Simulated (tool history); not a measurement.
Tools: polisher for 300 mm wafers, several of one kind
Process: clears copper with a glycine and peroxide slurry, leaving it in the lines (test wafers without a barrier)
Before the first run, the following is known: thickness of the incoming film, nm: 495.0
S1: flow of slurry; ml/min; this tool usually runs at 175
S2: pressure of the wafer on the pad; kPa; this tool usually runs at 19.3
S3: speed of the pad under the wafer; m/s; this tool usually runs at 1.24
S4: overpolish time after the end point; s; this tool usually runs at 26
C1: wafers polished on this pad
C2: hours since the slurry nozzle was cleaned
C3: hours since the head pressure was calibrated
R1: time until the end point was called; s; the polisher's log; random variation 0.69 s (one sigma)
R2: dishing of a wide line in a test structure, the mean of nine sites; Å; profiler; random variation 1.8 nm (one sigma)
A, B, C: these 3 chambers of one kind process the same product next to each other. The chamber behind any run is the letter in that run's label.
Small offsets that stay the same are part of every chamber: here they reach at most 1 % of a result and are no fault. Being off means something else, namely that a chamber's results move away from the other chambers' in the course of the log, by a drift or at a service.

run	hour	S1	S2	S3	S4	C1	C2	C3	R1	R2
1B	3.7	175	19.3	1.24	26	140	691.6	211.9	72.437	828.27
2A	6.7	175	19.3	1.24	26	542	299.8	374.4	73.641	790.97
# hour 9: chamber A: worn pad replaced by a new one
3C	11.6	175	19.3	1.24	26	618	251.4	908.3	74.991	846.41
4C	16.4	175	19.3	1.24	26	670	256.2	913.1	73.546	802.74
5B	22.4	175	19.3	1.24	26	344	710.3	230.6	74.281	788.05
6A	26.4	175	19.3	1.24	26	189	319.5	394.1	74.086	817.68
7C	31.1	175	19.3	1.24	26	830	270.9	927.8	74.067	795.04
8A	36.1	175	19.3	1.24	26	295	329.2	403.8	74.24	839.92
9B	41.2	175	19.3	1.24	26	548	729.1	249.4	72.582	799.5
10B	46.6	175	19.3	1.24	26	607	734.5	254.8	72.584	813.65
11A	49.9	175	19.3	1.24	26	445	343	417.6	74.034	803.34
12C	54.9	175	19.3	1.24	26	1089	294.7	951.6	74.271	830.3
# hour 57.4: chamber C: worn pad replaced by a new one
13A	58.2	175	19.3	1.24	26	536	351.3	425.9	73.76	806.11
14B	61.7	215	19.3	0.96	26	772	749.6	269.9	89.836	737.33
15C	64.9	215	19.3	0.96	26	82	304.7	961.6	88.333	749.71
# hour 68.3: chamber A: worn pad replaced by a new one
16B	69.7	215	19.3	0.96	26	859	757.6	277.9	91.903	761.92
17C	74.7	175	19.3	1.24	26	189	314.5	971.4	74.651	798.71
18A	80.2	175	19.3	1.24	26	129	373.3	447.9	75.343	842.83
19A	84.5	175	19.3	1.24	26	176	377.6	452.2	74.114	827.45
20B	87.9	220	19.3	1.24	13	1057	775.8	296.1	75.533	519.03
21C	91.4	220	19.3	1.24	13	371	331.2	988.1	71.496	542.66
22A	94.9	220	19.3	1.24	13	289	388	462.6	71.815	538.88
23B	100.8	175	19.3	1.24	26	1197	788.7	309	80.158	818.54
24C	106.5	175	19.3	1.24	26	535	346.3	1003.2	74.413	832.86
25C	110.5	175	19.3	1.24	26	578	350.3	1007.2	73.867	802.41
# hour 116: chamber A: worn pad replaced by a new one
26B	116.2	175	19.3	1.24	26	1365	804.1	324.4	81.508	742.44
27A	121	175	19.3	1.24	26	54	414.1	488.7	74.276	805.55

Does one chamber stand apart from the rest, does the shared gauge drift, or is all well apart from small per-chamber offsets? Give the chamber and the most likely cause, where there is one.

Little by little, chamber B moves away from the other chambers.
Most likely cause: removal rate lost through wear of the pad, % = 11.4.
The log might look much the same if the cause were instead: slurry flow missing at the pad, %; head's pressure below its setpoint, %.

Here are 4 candidates for chamber B's next run, each the usual settings with a change, their results left as question marks. Which one brings its results back in line with what the others give on the usual settings?
Maximum distance from the other chambers' mean on the usual settings for a result to count as in line: R1 2.4 s; R2 61 Å
28B-1	125.3	175	20	1.28	26				?	?
28B-2	125.3	175	20.7	1.32	26				?	?
28B-3	125.3	175	18.6	1.22	26				?	?
28B-4	125.3	175	17.9	1.16	26				?	?

Usual-settings mean across the other chambers: R1 74.06 s; R2 816.2 Å
run	R1	R2
28B-1	77.943	790.58
28B-2	73.695	815.57
28B-3	86.352	744.23
28B-4	92.99	712.45
28B-2 puts the chamber back in line with the other chambers.

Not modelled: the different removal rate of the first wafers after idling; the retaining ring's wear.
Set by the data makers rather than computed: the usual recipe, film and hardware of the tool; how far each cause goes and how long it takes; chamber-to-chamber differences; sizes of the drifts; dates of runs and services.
